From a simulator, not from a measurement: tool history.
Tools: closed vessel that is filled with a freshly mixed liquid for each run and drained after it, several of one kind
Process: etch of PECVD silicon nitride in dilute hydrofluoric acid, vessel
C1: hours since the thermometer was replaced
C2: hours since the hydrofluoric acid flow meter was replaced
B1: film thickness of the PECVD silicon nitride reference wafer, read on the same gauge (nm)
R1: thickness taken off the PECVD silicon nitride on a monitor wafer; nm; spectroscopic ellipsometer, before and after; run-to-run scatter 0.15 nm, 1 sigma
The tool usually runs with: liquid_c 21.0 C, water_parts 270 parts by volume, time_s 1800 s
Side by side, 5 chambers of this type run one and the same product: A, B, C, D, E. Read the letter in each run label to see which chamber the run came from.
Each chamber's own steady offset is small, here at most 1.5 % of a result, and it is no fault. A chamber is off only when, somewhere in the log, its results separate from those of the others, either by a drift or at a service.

run 1A hour=8.2 | liquid_c=21.0 water_parts=270 time_s=1800 | C1=1207.4 C2=615.4 | B1=129.97 | R1=22.847
run 2D hour=23.0 | liquid_c=21.0 water_parts=270 time_s=1800 | C1=932.7 C2=1394.0 | B1=130.01 | R1=22.545
run 3C hour=37.1 | liquid_c=21.0 water_parts=270 time_s=1800 | C1=1138.1 C2=949.7 | B1=130.00 | R1=22.460
run 4E hour=43.8 | liquid_c=21.0 water_parts=270 time_s=1800 | C1=1717.4 C2=1147.8 | B1=129.93 | R1=22.924
run 5B hour=57.9 | liquid_c=21.0 water_parts=270 time_s=1800 | C1=470.7 C2=545.1 | B1=130.00 | R1=22.571
run 6D hour=72.9 | liquid_c=21.0 water_parts=270 time_s=1800 | C1=982.6 C2=1443.9 | B1=130.00 | R1=22.649
run 7E hour=82.0 | liquid_c=21.0 water_parts=270 time_s=1800 | C1=1755.6 C2=1186.0 | B1=129.96 | R1=22.835
run 8C hour=94.2 | liquid_c=21.0 water_parts=270 time_s=1800 | C1=1195.2 C2=1006.8 | B1=129.97 | R1=22.565
run 9B hour=107.8 | liquid_c=21.0 water_parts=270 time_s=1800 | C1=520.6 C2=595.0 | B1=129.98 | R1=22.767
run 10A hour=115.6 | liquid_c=21.0 water_parts=270 time_s=1800 | C1=1314.8 C2=722.8 | B1=129.99 | R1=22.979
run 11A hour=123.8 | liquid_c=21.0 water_parts=270 time_s=1800 | C1=1323.0 C2=731.0 | B1=129.99 | R1=22.557
run 12C hour=138.0 | liquid_c=21.0 water_parts=270 time_s=1800 | C1=1239.0 C2=1050.6 | B1=130.00 | R1=22.091
run 13D hour=148.7 | liquid_c=18.5 water_parts=270 time_s=1800 | C1=1058.4 C2=1519.7 | B1=129.98 | R1=19.270
run 14B hour=162.9 | liquid_c=18.5 water_parts=270 time_s=1800 | C1=575.7 C2=650.1 | B1=129.98 | R1=19.215
run 15E hour=170.6 | liquid_c=18.5 water_parts=270 time_s=1800 | C1=1844.2 C2=1274.6 | B1=129.99 | R1=19.503
run 16B hour=183.4 | liquid_c=18.5 water_parts=270 time_s=1800 | C1=596.2 C2=670.6 | B1=129.95 | R1=19.045
run 17A hour=198.5 | liquid_c=18.5 water_parts=270 time_s=1800 | C1=1397.7 C2=805.7 | B1=130.00 | R1=19.244
run 18D hour=212.7 | liquid_c=21.0 water_parts=270 time_s=1800 | C1=1122.4 C2=1583.7 | B1=130.03 | R1=22.619
-- hour=214.3 chamber A: thermometer replaced
run 19E hour=223.6 | liquid_c=21.0 water_parts=270 time_s=1800 | C1=1897.2 C2=1327.6 | B1=130.03 | R1=22.982
run 20C hour=230.5 | liquid_c=21.0 water_parts=270 time_s=1800 | C1=1331.5 C2=1143.1 | B1=130.02 | R1=22.396
run 21B hour=242.1 | liquid_c=21.0 water_parts=270 time_s=1800 | C1=654.9 C2=729.3 | B1=129.99 | R1=22.303
run 22C hour=252.3 | liquid_c=21.0 water_parts=270 time_s=1800 | C1=1353.3 C2=1164.9 | B1=130.02 | R1=22.303
run 23D hour=259.5 | liquid_c=21.0 water_parts=270 time_s=1800 | C1=1169.2 C2=1630.5 | B1=130.01 | R1=22.264
run 24E hour=267.3 | liquid_c=21.0 water_parts=270 time_s=1800 | C1=1940.9 C2=1371.3 | B1=129.98 | R1=22.892
run 25A hour=281.4 | liquid_c=21.0 water_parts=270 time_s=1800 | C1=67.2 C2=888.6 | B1=130.00 | R1=22.564
run 26D hour=294.5 | liquid_c=21.0 water_parts=270 time_s=1800 | C1=1204.2 C2=1665.5 | B1=129.97 | R1=22.325
run 27B hour=305.2 | liquid_c=17.5 water_parts=270 time_s=1800 | C1=718.0 C2=792.4 | B1=130.00 | R1=17.768
run 28C hour=317.2 | liquid_c=17.5 water_parts=270 time_s=1800 | C1=1418.2 C2=1229.8 | B1=130.01 | R1=17.816
run 29A hour=328.3 | liquid_c=17.5 water_parts=270 time_s=1800 | C1=114.1 C2=935.5 | B1=129.96 | R1=18.113
run 30E hour=341.8 | liquid_c=17.5 water_parts=270 time_s=1800 | C1=2015.4 C2=1445.8 | B1=130.00 | R1=18.064
run 31D hour=355.4 | liquid_c=17.5 water_parts=270 time_s=1800 | C1=1265.1 C2=1726.4 | B1=130.03 | R1=18.059
run 32C hour=368.5 | liquid_c=25.5 water_parts=320 time_s=1800 | C1=1469.5 C2=1281.1 | B1=130.02 | R1=25.102
run 33A hour=378.2 | liquid_c=25.5 water_parts=320 time_s=1800 | C1=164.0 C2=985.4 | B1=129.94 | R1=25.468
run 34E hour=390.6 | liquid_c=25.5 water_parts=320 time_s=1800 | C1=2064.2 C2=1494.6 | B1=130.01 | R1=25.131
run 35B hour=401.7 | liquid_c=25.5 water_parts=320 time_s=1800 | C1=814.5 C2=888.9 | B1=129.98 | R1=24.227
run 36D hour=415.9 | liquid_c=25.5 water_parts=320 time_s=1800 | C1=1325.6 C2=1786.9 | B1=129.93 | R1=25.325

What goes on in this fleet: one chamber off, a drifting gauge, or nothing beyond the chambers' own small offsets? Name the chamber and the cause, if any.

Chamber B drifts away from the others.
Likeliest cause: hydrofluoric acid flow below the setpoint (%) = 4.15.
From this log alone, it may not be told apart from: liquid colder than its thermometer reads (K).

Which of the 4 candidates below, each the usual settings with something changed and its results left as question marks, puts chamber B back in line with what the other chambers give on the usual settings?
In line means no further than this from the other chambers' mean on the usual settings: R1 0.530 nm
run 37B-1 hour=427.0 | liquid_c=21.0 water_parts=260 time_s=1890 | R1=?
run 37B-2 hour=427.0 | liquid_c=21.0 water_parts=295 time_s=1800 | R1=?
run 37B-3 hour=427.0 | liquid_c=21.0 water_parts=265 time_s=1835 | R1=?
run 37B-4 hour=427.0 | liquid_c=21.0 water_parts=280 time_s=1800 | R1=?

Usual-settings mean across the other chambers: R1 22.632 nm
run=37B-1 R1=23.895
run=37B-2 R1=20.109
run=37B-3 R1=22.770
run=37B-4 R1=21.162
37B-3 brings the chamber back in line.

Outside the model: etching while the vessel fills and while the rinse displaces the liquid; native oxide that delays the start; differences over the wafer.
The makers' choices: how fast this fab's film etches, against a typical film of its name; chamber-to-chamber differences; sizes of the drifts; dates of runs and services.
